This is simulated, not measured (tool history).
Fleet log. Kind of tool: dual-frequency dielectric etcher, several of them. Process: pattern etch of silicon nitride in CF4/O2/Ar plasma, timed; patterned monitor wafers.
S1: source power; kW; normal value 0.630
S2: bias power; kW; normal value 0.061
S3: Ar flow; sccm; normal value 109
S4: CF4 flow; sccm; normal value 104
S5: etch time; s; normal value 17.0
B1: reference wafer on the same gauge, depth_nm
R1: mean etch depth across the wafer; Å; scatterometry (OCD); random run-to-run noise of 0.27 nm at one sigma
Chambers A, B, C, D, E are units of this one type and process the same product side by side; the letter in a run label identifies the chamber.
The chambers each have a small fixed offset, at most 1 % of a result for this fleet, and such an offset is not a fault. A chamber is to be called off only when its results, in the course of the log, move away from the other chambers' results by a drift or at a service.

run,hour,S1,S2,S3,S4,S5,B1,R1
1D,6.1,0.630,0.061,109,104,17.0,36.559,426.26
2B,14.3,0.630,0.061,109,104,17.0,36.657,418.06
3C,24.2,0.630,0.061,109,104,17.0,36.612,419.62
4E,35.0,0.630,0.061,109,104,17.0,36.638,420.31
5A,43.4,0.630,0.061,109,104,17.0,36.634,421.65
6E,51.2,0.630,0.061,109,104,17.0,36.669,422.26
7D,57.9,0.630,0.061,119,117,17.0,36.582,423.60
8C,65.9,0.630,0.061,119,117,17.0,36.589,423.81
9A,74.4,0.630,0.061,119,117,17.0,36.623,422.85
10B,81.4,0.630,0.061,119,117,17.0,36.561,418.73
# hour 83.4: chamber D: wet clean of the chamber
11C,88.5,0.630,0.061,119,117,17.0,36.625,424.10
12D,95.3,0.630,0.061,109,104,17.0,36.614,424.96
13E,105.2,0.630,0.061,109,104,17.0,36.636,428.00
14B,113.1,0.490,0.054,109,104,17.0,36.572,324.93
# hour 117.4: chamber C: wet clean of the chamber
15A,119.8,0.490,0.054,109,104,17.0,36.587,325.94
16B,130.0,0.490,0.054,109,104,17.0,36.586,319.55
17C,140.0,0.490,0.054,109,104,17.0,36.601,320.81
18A,147.4,0.490,0.054,109,104,17.0,36.596,322.58
19E,154.6,0.630,0.061,109,104,17.0,36.584,424.35
20D,162.1,0.630,0.061,109,104,17.0,36.554,419.71
21E,169.3,0.630,0.061,109,104,19.5,36.651,487.01
22B,176.1,0.630,0.061,109,104,19.5,36.671,484.89
# hour 182.1: chamber C: source power generator calibrated
23D,186.1,0.630,0.061,109,104,19.5,36.597,488.38
24A,193.9,0.630,0.061,109,104,19.5,36.640,484.81
25C,204.0,0.630,0.061,109,104,19.5,36.671,460.69
# hour 205.0: chamber E: source power generator calibrated
26B,213.2,0.630,0.061,109,104,17.0,36.536,420.15
27A,219.6,0.630,0.061,109,104,17.0,36.541,422.75
28C,227.8,0.710,0.061,109,104,17.0,36.560,452.51
# hour 231.1: chamber E: Ar flow controller replaced
29D,238.2,0.710,0.061,109,104,17.0,36.606,471.98
# hour 243.6: chamber E: wet clean of the chamber
30E,243.9,0.710,0.061,109,104,17.0,36.585,473.48
31D,254.3,0.710,0.061,109,104,17.0,36.601,472.94
32C,261.7,0.710,0.061,109,104,17.0,36.611,452.13
# hour 266.8: chamber B: wet clean of the chamber
33E,269.0,0.700,0.061,109,104,17.0,36.618,465.98
34A,279.0,0.700,0.061,109,104,17.0,36.666,458.91
35B,285.4,0.700,0.061,109,104,17.0,36.603,455.57
# hour 296.1: chamber B: bias power generator calibrated
36E,296.3,0.700,0.061,109,104,17.0,36.614,460.17
# hour 305.6: chamber B: CF4 flow controller replaced
37B,305.9,0.700,0.061,109,104,17.0,36.586,462.45
# hour 309.9: chamber A: wet clean of the chamber
38A,314.9,0.630,0.061,109,104,17.0,36.573,418.96
39C,320.7,0.480,0.061,109,104,17.0,36.652,320.66
40D,331.3,0.480,0.061,109,104,17.0,36.604,333.51
41B,339.4,0.480,0.061,109,104,17.0,36.632,333.96

Next, every chamber runs the same settings. What will each give?
42A,347.2,0.630,0.061,109,104,17.0,,?
42B,347.2,0.630,0.061,109,104,17.0,,?
42C,347.2,0.630,0.061,109,104,17.0,,?
42D,347.2,0.630,0.061,109,104,17.0,,?
42E,347.2,0.630,0.061,109,104,17.0,,?

run,R1
42A,419.47
42B,421.74
42C,404.14
42D,425.88
42E,419.70

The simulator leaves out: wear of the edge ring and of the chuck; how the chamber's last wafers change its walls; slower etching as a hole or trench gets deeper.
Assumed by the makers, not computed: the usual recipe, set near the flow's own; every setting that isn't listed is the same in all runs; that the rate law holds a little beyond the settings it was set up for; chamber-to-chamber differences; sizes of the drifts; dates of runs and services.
